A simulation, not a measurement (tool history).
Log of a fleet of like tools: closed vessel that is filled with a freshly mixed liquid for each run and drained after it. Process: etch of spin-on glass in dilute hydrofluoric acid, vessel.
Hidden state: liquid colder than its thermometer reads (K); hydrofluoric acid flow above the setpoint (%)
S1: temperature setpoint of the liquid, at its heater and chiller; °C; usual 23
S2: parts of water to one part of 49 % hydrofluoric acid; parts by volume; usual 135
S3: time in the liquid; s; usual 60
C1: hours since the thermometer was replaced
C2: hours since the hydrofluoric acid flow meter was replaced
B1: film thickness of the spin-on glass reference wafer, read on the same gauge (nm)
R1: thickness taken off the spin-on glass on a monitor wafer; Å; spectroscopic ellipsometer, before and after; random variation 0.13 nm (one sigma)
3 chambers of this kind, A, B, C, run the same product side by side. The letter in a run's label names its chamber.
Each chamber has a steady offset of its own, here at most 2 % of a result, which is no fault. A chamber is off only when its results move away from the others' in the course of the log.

{"run": "1A", "hour": 4.8, "S1": 23, "S2": 135, "S3": 60, "C1": 986.7, "C2": 1663.7, "B1": 120.02, "R1": 159.0}
{"run": "2B", "hour": 10.8, "S1": 23, "S2": 135, "S3": 60, "C1": 95.1, "C2": 171.8, "B1": 120.0, "R1": 159.75}
{"run": "3C", "hour": 13.6, "S1": 23, "S2": 135, "S3": 60, "C1": 255.5, "C2": 433.4, "B1": 119.98, "R1": 155.34}
{"run": "4C", "hour": 16.4, "S1": 23, "S2": 135, "S3": 60, "C1": 258.3, "C2": 436.2, "B1": 120.0, "R1": 156.78}
{"run": "5A", "hour": 22.9, "S1": 23, "S2": 135, "S3": 60, "C1": 1004.8, "C2": 1681.8, "B1": 119.99, "R1": 158.65}
{"run": "6B", "hour": 28.6, "S1": 23, "S2": 135, "S3": 60, "C1": 112.9, "C2": 189.6, "B1": 120.0, "R1": 156.62}
{"run": "7C", "hour": 32.0, "S1": 23, "S2": 90, "S3": 60, "C1": 273.9, "C2": 451.8, "B1": 119.97, "R1": 242.59}
{"run": "8B", "hour": 35.8, "S1": 23, "S2": 90, "S3": 60, "C1": 120.1, "C2": 196.8, "B1": 120.02, "R1": 245.94}
{"run": "9A", "hour": 41.5, "S1": 23, "S2": 90, "S3": 60, "C1": 1023.4, "C2": 1700.4, "B1": 120.01, "R1": 246.05}
{"run": "10B", "hour": 45.8, "S1": 27, "S2": 135, "S3": 45, "C1": 130.1, "C2": 206.8, "B1": 120.0, "R1": 136.44}
{"run": "11A", "hour": 52.0, "S1": 27, "S2": 135, "S3": 45, "C1": 1033.9, "C2": 1710.9, "B1": 120.01, "R1": 139.3}
{"run": "12C", "hour": 54.9, "S1": 27, "S2": 135, "S3": 45, "C1": 296.8, "C2": 474.7, "B1": 120.01, "R1": 138.92}
{"run": "13C", "hour": 58.1, "S1": 23, "S2": 135, "S3": 90, "C1": 300.0, "C2": 477.9, "B1": 120.0, "R1": 231.52}
{"run": "14A", "hour": 63.0, "S1": 23, "S2": 135, "S3": 90, "C1": 1044.9, "C2": 1721.9, "B1": 119.99, "R1": 237.48}
{"run": "15B", "hour": 68.1, "S1": 23, "S2": 135, "S3": 90, "C1": 152.4, "C2": 229.1, "B1": 120.01, "R1": 237.71}
{"run": "16A", "hour": 71.0, "S1": 23, "S2": 135, "S3": 60, "C1": 1052.9, "C2": 1729.9, "B1": 119.99, "R1": 160.22}
{"run": "17C", "hour": 76.6, "S1": 23, "S2": 135, "S3": 60, "C1": 318.5, "C2": 496.4, "B1": 120.0, "R1": 155.52}
{"run": "18B", "hour": 82.8, "S1": 23, "S2": 135, "S3": 60, "C1": 167.1, "C2": 243.8, "B1": 119.99, "R1": 158.93}
{"run": "19B", "hour": 87.8, "S1": 23, "S2": 135, "S3": 60, "C1": 172.1, "C2": 248.8, "B1": 120.01, "R1": 157.63}
{"run": "20A", "hour": 91.9, "S1": 23, "S2": 135, "S3": 60, "C1": 1073.8, "C2": 1750.8, "B1": 119.98, "R1": 158.61}
{"run": "21C", "hour": 96.3, "S1": 23, "S2": 135, "S3": 60, "C1": 338.2, "C2": 516.1, "B1": 120.0, "R1": 153.54}
{"run": "22A", "hour": 99.3, "S1": 23, "S2": 135, "S3": 60, "C1": 1081.2, "C2": 1758.2, "B1": 119.98, "R1": 159.07}
{"run": "23C", "hour": 103.0, "S1": 21, "S2": 135, "S3": 60, "C1": 344.9, "C2": 522.8, "B1": 120.0, "R1": 142.9}

Next, every chamber runs the same settings. What will each give?
{"run": "24A", "hour": 107.7, "S1": 23, "S2": 135, "S3": 60, "R1": "?"}
{"run": "24B", "hour": 107.7, "S1": 23, "S2": 135, "S3": 60, "R1": "?"}
{"run": "24C", "hour": 107.7, "S1": 23, "S2": 135, "S3": 60, "R1": "?"}

run=24A R1=161.86
run=24B R1=157.33
run=24C R1=154.75
